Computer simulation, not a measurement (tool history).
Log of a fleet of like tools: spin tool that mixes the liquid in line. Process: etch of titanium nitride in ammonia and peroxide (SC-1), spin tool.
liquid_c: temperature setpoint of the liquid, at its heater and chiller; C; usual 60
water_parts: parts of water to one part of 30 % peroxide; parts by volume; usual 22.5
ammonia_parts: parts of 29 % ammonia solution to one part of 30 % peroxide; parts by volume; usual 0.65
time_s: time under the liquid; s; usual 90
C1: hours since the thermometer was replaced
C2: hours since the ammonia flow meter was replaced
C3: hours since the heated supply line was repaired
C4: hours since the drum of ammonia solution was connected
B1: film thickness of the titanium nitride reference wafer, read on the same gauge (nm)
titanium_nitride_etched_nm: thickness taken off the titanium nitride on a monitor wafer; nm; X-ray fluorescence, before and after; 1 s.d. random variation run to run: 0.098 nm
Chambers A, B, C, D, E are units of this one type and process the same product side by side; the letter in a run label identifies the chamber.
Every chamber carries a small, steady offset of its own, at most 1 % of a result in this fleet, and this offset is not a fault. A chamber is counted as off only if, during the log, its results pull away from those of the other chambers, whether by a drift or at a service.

{"run": "1C", "hour": 5.9, "liquid_c": 60, "water_parts": 22.5, "ammonia_parts": 0.65, "time_s": 90, "C1": 1845.1, "C2": 663.3, "C3": 418, "C4": 367.3, "B1": 99.996, "titanium_nitride_etched_nm": 12.267}
{"run": "2E", "hour": 14.1, "liquid_c": 60, "water_parts": 22.5, "ammonia_parts": 0.65, "time_s": 90, "C1": 1235.9, "C2": 1120, "C3": 1133.4, "C4": 206.8, "B1": 100.01, "titanium_nitride_etched_nm": 12.184}
{"run": "3D", "hour": 23.9, "liquid_c": 60, "water_parts": 22.5, "ammonia_parts": 0.65, "time_s": 90, "C1": 1033.8, "C2": 214.2, "C3": 2222.5, "C4": 207.9, "B1": 99.988, "titanium_nitride_etched_nm": 12.32}
{"hour": 25.0, "done": "chamber E: thermometer replaced"}
{"hour": 30.5, "done": "chamber C: new drum of ammonia solution connected"}
{"run": "4A", "hour": 32.2, "liquid_c": 60, "water_parts": 22.5, "ammonia_parts": 0.65, "time_s": 90, "C1": 1197.1, "C2": 41.5, "C3": 2140.7, "C4": 76, "B1": 100, "titanium_nitride_etched_nm": 12.321}
{"run": "5B", "hour": 41.6, "liquid_c": 60, "water_parts": 22.5, "ammonia_parts": 0.65, "time_s": 90, "C1": 414.5, "C2": 165.6, "C3": 609.1, "C4": 122.5, "B1": 99.993, "titanium_nitride_etched_nm": 12.25}
{"run": "6A", "hour": 51.7, "liquid_c": 60, "water_parts": 22.5, "ammonia_parts": 0.65, "time_s": 90, "C1": 1216.6, "C2": 61, "C3": 2160.2, "C4": 95.5, "B1": 100.01, "titanium_nitride_etched_nm": 12.267}
{"run": "7B", "hour": 57.8, "liquid_c": 60, "water_parts": 22.5, "ammonia_parts": 0.65, "time_s": 90, "C1": 430.7, "C2": 181.8, "C3": 625.3, "C4": 138.7, "B1": 100, "titanium_nitride_etched_nm": 12.176}
{"run": "8E", "hour": 64.0, "liquid_c": 60, "water_parts": 17.5, "ammonia_parts": 0.65, "time_s": 90, "C1": 39, "C2": 1169.9, "C3": 1183.3, "C4": 256.7, "B1": 99.998, "titanium_nitride_etched_nm": 14.101}
{"run": "9D", "hour": 73.0, "liquid_c": 60, "water_parts": 17.5, "ammonia_parts": 0.65, "time_s": 90, "C1": 1082.9, "C2": 263.3, "C3": 2271.6, "C4": 257, "B1": 99.983, "titanium_nitride_etched_nm": 13.945}
{"run": "10C", "hour": 83.0, "liquid_c": 60, "water_parts": 17.5, "ammonia_parts": 0.65, "time_s": 90, "C1": 1922.2, "C2": 740.4, "C3": 495.1, "C4": 52.6, "B1": 100.01, "titanium_nitride_etched_nm": 14.058}
{"run": "11B", "hour": 92.3, "liquid_c": 60, "water_parts": 17.5, "ammonia_parts": 0.65, "time_s": 90, "C1": 465.2, "C2": 216.3, "C3": 659.8, "C4": 173.2, "B1": 99.992, "titanium_nitride_etched_nm": 14.137}
{"run": "12E", "hour": 102.2, "liquid_c": 60, "water_parts": 17.5, "ammonia_parts": 0.65, "time_s": 90, "C1": 77.2, "C2": 1208.1, "C3": 1221.5, "C4": 294.9, "B1": 100.01, "titanium_nitride_etched_nm": 13.989}
{"run": "13D", "hour": 107.3, "liquid_c": 60, "water_parts": 22.5, "ammonia_parts": 0.65, "time_s": 90, "C1": 1117.2, "C2": 297.6, "C3": 2305.9, "C4": 291.3, "B1": 100.01, "titanium_nitride_etched_nm": 12.269}
{"run": "14A", "hour": 115.6, "liquid_c": 60, "water_parts": 22.5, "ammonia_parts": 0.55, "time_s": 90, "C1": 1280.5, "C2": 124.9, "C3": 2224.1, "C4": 159.4, "B1": 100.03, "titanium_nitride_etched_nm": 11.908}
{"run": "15C", "hour": 122.3, "liquid_c": 60, "water_parts": 22.5, "ammonia_parts": 0.55, "time_s": 90, "C1": 1961.5, "C2": 779.7, "C3": 534.4, "C4": 91.9, "B1": 99.987, "titanium_nitride_etched_nm": 11.827}
{"run": "16A", "hour": 129.0, "liquid_c": 60, "water_parts": 22.5, "ammonia_parts": 0.55, "time_s": 90, "C1": 1293.9, "C2": 138.3, "C3": 2237.5, "C4": 172.8, "B1": 99.961, "titanium_nitride_etched_nm": 12.16}
{"run": "17C", "hour": 136.2, "liquid_c": 60, "water_parts": 22.5, "ammonia_parts": 0.55, "time_s": 90, "C1": 1975.4, "C2": 793.6, "C3": 548.3, "C4": 105.8, "B1": 99.977, "titanium_nitride_etched_nm": 11.926}
{"run": "18D", "hour": 142.0, "liquid_c": 60, "water_parts": 22.5, "ammonia_parts": 0.55, "time_s": 90, "C1": 1151.9, "C2": 332.3, "C3": 2340.6, "C4": 326, "B1": 99.998, "titanium_nitride_etched_nm": 11.919}
{"run": "19E", "hour": 149.1, "liquid_c": 60, "water_parts": 22.5, "ammonia_parts": 0.65, "time_s": 90, "C1": 124.1, "C2": 1255, "C3": 1268.4, "C4": 341.8, "B1": 99.986, "titanium_nitride_etched_nm": 12.195}
{"run": "20B", "hour": 154.3, "liquid_c": 60, "water_parts": 22.5, "ammonia_parts": 0.65, "time_s": 90, "C1": 527.2, "C2": 278.3, "C3": 721.8, "C4": 235.2, "B1": 100.01, "titanium_nitride_etched_nm": 12.073}
{"run": "21B", "hour": 164.1, "liquid_c": 60, "water_parts": 16, "ammonia_parts": 0.65, "time_s": 70, "C1": 537, "C2": 288.1, "C3": 731.6, "C4": 245, "B1": 100.01, "titanium_nitride_etched_nm": 11.465}
{"run": "22C", "hour": 171.6, "liquid_c": 60, "water_parts": 16, "ammonia_parts": 0.65, "time_s": 70, "C1": 2010.8, "C2": 829, "C3": 583.7, "C4": 141.2, "B1": 100.01, "titanium_nitride_etched_nm": 11.391}
{"run": "23E", "hour": 176.0, "liquid_c": 60, "water_parts": 16, "ammonia_parts": 0.65, "time_s": 70, "C1": 151, "C2": 1281.9, "C3": 1295.3, "C4": 368.7, "B1": 99.999, "titanium_nitride_etched_nm": 11.649}
{"run": "24A", "hour": 182.0, "liquid_c": 60, "water_parts": 16, "ammonia_parts": 0.65, "time_s": 70, "C1": 1346.9, "C2": 191.3, "C3": 2290.5, "C4": 225.8, "B1": 99.982, "titanium_nitride_etched_nm": 11.416}
{"run": "25D", "hour": 188.4, "liquid_c": 60, "water_parts": 16, "ammonia_parts": 0.65, "time_s": 70, "C1": 1198.3, "C2": 378.7, "C3": 2387, "C4": 372.4, "B1": 99.985, "titanium_nitride_etched_nm": 11.57}
{"run": "26E", "hour": 195.1, "liquid_c": 60, "water_parts": 22.5, "ammonia_parts": 0.35, "time_s": 110, "C1": 170.1, "C2": 1301, "C3": 1314.4, "C4": 387.8, "B1": 99.991, "titanium_nitride_etched_nm": 13.229}
{"run": "27D", "hour": 202.9, "liquid_c": 60, "water_parts": 22.5, "ammonia_parts": 0.35, "time_s": 110, "C1": 1212.8, "C2": 393.2, "C3": 2401.5, "C4": 386.9, "B1": 99.994, "titanium_nitride_etched_nm": 13.204}
{"run": "28C", "hour": 212.5, "liquid_c": 60, "water_parts": 22.5, "ammonia_parts": 0.35, "time_s": 110, "C1": 2051.7, "C2": 869.9, "C3": 624.6, "C4": 182.1, "B1": 100.03, "titanium_nitride_etched_nm": 13.226}
{"run": "29A", "hour": 220.5, "liquid_c": 60, "water_parts": 22.5, "ammonia_parts": 0.35, "time_s": 110, "C1": 1385.4, "C2": 229.8, "C3": 2329, "C4": 264.3, "B1": 99.983, "titanium_nitride_etched_nm": 13.286}
{"run": "30B", "hour": 230.2, "liquid_c": 60, "water_parts": 22.5, "ammonia_parts": 0.35, "time_s": 110, "C1": 603.1, "C2": 354.2, "C3": 797.7, "C4": 311.1, "B1": 100, "titanium_nitride_etched_nm": 13.341}
{"run": "31E", "hour": 237.0, "liquid_c": 60, "water_parts": 22.5, "ammonia_parts": 0.65, "time_s": 90, "C1": 212, "C2": 1342.9, "C3": 1356.3, "C4": 429.7, "B1": 100.02, "titanium_nitride_etched_nm": 12.303}
{"run": "32A", "hour": 244.4, "liquid_c": 60, "water_parts": 13.5, "ammonia_parts": 0.65, "time_s": 90, "C1": 1409.3, "C2": 253.7, "C3": 2352.9, "C4": 288.2, "B1": 100, "titanium_nitride_etched_nm": 16.068}

All chambers now run identical settings, listed one chamber a line with results as question marks. What results will each chamber show?
{"run": "33A", "hour": 251.7, "liquid_c": 60, "water_parts": 18.5, "ammonia_parts": 0.65, "time_s": 90, "titanium_nitride_etched_nm": "?"}
{"run": "33B", "hour": 251.7, "liquid_c": 60, "water_parts": 18.5, "ammonia_parts": 0.65, "time_s": 90, "titanium_nitride_etched_nm": "?"}
{"run": "33C", "hour": 251.7, "liquid_c": 60, "water_parts": 18.5, "ammonia_parts": 0.65, "time_s": 90, "titanium_nitride_etched_nm": "?"}
{"run": "33D", "hour": 251.7, "liquid_c": 60, "water_parts": 18.5, "ammonia_parts": 0.65, "time_s": 90, "titanium_nitride_etched_nm": "?"}
{"run": "33E", "hour": 251.7, "liquid_c": 60, "water_parts": 18.5, "ammonia_parts": 0.65, "time_s": 90, "titanium_nitride_etched_nm": "?"}

run=33A titanium_nitride_etched_nm=13.965
run=33B titanium_nitride_etched_nm=13.582
run=33C titanium_nitride_etched_nm=13.553
run=33D titanium_nitride_etched_nm=13.635
run=33E titanium_nitride_etched_nm=13.499
